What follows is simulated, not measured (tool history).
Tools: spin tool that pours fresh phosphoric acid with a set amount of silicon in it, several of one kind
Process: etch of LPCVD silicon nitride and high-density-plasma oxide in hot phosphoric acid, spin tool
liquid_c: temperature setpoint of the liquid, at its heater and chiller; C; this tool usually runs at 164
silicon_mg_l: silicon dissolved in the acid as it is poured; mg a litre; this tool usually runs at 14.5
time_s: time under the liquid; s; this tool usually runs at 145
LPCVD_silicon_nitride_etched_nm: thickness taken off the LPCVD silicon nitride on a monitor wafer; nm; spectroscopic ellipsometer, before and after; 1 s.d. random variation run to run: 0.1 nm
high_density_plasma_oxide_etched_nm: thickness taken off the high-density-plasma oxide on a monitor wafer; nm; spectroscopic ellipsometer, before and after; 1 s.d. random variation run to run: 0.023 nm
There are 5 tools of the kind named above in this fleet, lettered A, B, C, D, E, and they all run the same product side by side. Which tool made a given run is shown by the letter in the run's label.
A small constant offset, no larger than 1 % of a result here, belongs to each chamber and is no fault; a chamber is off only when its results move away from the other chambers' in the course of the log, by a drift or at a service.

run	hour	liquid_c	silicon_mg_l	time_s	read-back film thickness of the LPCVD silicon nitride reference wafer, read on the same gauge (nm)	read-back film thickness of the high-density-plasma oxide reference wafer, read on the same gauge (nm)	LPCVD_silicon_nitride_etched_nm	high_density_plasma_oxide_etched_nm
1B	11.8	164	14.5	145	90.015	30.022	12.159	0.42790
# hour 12.5: chamber D: dissolved silicon flow meter replaced
2E	19.1	164	14.5	145	89.996	29.983	12.189	0.38893
3D	27.2	164	14.5	145	90.021	29.988	12.014	0.40165
4C	37.9	164	14.5	145	89.984	29.951	12.159	0.38651
5A	45.5	164	14.5	145	89.992	30.000	12.136	0.42294
6D	55.5	164	14.5	145	90.010	30.024	12.027	0.38072
7C	63.4	164	14.5	145	90.010	30.006	12.080	0.37084
8A	73.4	164	14.5	145	89.983	30.012	12.017	0.39614
9E	84.8	164	14.5	145	90.021	30.035	12.117	0.39415
10B	92.3	164	14.5	145	89.988	29.998	12.194	0.43055
11A	99.9	164	14.5	145	89.998	30.000	11.912	0.38989
# hour 103.0: chamber C: thermometer replaced
12E	109.3	164	14.5	145	90.018	30.027	12.182	0.40820
13D	121.4	164	14.5	145	90.029	29.995	11.581	0.35335
14B	130.3	164	14.5	145	90.020	29.968	11.984	0.38509
# hour 138.3: chamber E: dissolved silicon flow meter replaced
15C	139.6	164	14.5	145	90.011	29.986	11.877	0.40704
16B	145.5	164	14.5	145	89.983	30.029	12.017	0.38222
17E	156.6	164	14.5	145	89.984	29.991	11.999	0.43845
# hour 164.0: chamber C: dissolved silicon flow meter replaced
# hour 165.2: chamber C: heated supply line repaired
18A	168.7	164	14.5	145	90.003	30.020	12.016	0.35986
19C	176.4	164	14.5	145	89.992	30.031	12.060	0.39237
20D	188.5	164	14.5	145	89.993	30.007	11.090	0.32696
21E	200.1	164	14.5	145	90.012	29.976	12.154	0.41873
22C	210.9	166	14.5	200	90.002	29.998	17.545	0.62987
23A	216.6	166	14.5	200	89.995	30.001	17.484	0.61993
24D	228.6	166	14.5	200	89.998	30.003	16.374	0.51897
25B	240.9	166	14.5	200	89.997	30.011	17.949	0.66936
26E	246.5	166	14.5	200	90.003	30.031	17.916	0.62839
27B	251.9	164	14.5	145	89.985	29.978	11.931	0.37601
# hour 260.3: chamber E: heated supply line repaired
28D	262.3	164	14.5	145	90.001	30.006	10.998	0.30955
29A	271.7	164	14.5	145	90.013	30.018	12.026	0.41272
# hour 277.5: chamber D: thermometer replaced
30C	281.2	164	14.5	145	89.999	30.002	11.776	0.40262
31A	288.1	164	14.5	145	90.000	30.027	11.882	0.42114
32B	296.4	164	14.5	145	89.985	29.985	12.077	0.38938
33E	308.7	164	14.5	145	89.996	30.024	12.085	0.35830
34D	318.7	164	14.5	145	90.016	29.998	10.709	0.30432
35C	328.9	164	14.5	145	89.995	29.998	12.062	0.38321

Which is it: a chamber that has drifted or been left off by a service, a gauge drift common to all chambers, or only each chamber's usual small offset? If a chamber is off, name it and its likeliest cause.

It is chamber D that slowly wanders off from its peers.
Likeliest cause: temperature lost on the way to the wafer (K) = 3.67.

Chamber D could run next with any of the 4 candidate recipes listed below; each alters the usual settings, and their results appear as question marks. Which one brings its results back in line with what the other chambers deliver on the usual settings?
Allowed miss from the other chambers' usual-settings mean, per result, to count as in line: LPCVD_silicon_nitride_etched_nm 0.3700 nm; high_density_plasma_oxide_etched_nm 0.08000 nm
36D-1	337.7	163.0	23.0	120			?	?
36D-2	337.7	163.5	19.5	130			?	?
36D-3	337.7	165.0	5.0	175			?	?
36D-4	337.7	164.5	9.5	160			?	?

What the other chambers average on the usual settings: LPCVD_silicon_nitride_etched_nm 11.9980 nm; high_density_plasma_oxide_etched_nm 0.39701 nm
run	LPCVD_silicon_nitride_etched_nm	high_density_plasma_oxide_etched_nm
36D-1	8.4779	0.18426
36D-2	9.3371	0.22958
36D-3	13.2080	0.48326
36D-4	11.8800	0.38773
36D-4 brings the chamber back in line.

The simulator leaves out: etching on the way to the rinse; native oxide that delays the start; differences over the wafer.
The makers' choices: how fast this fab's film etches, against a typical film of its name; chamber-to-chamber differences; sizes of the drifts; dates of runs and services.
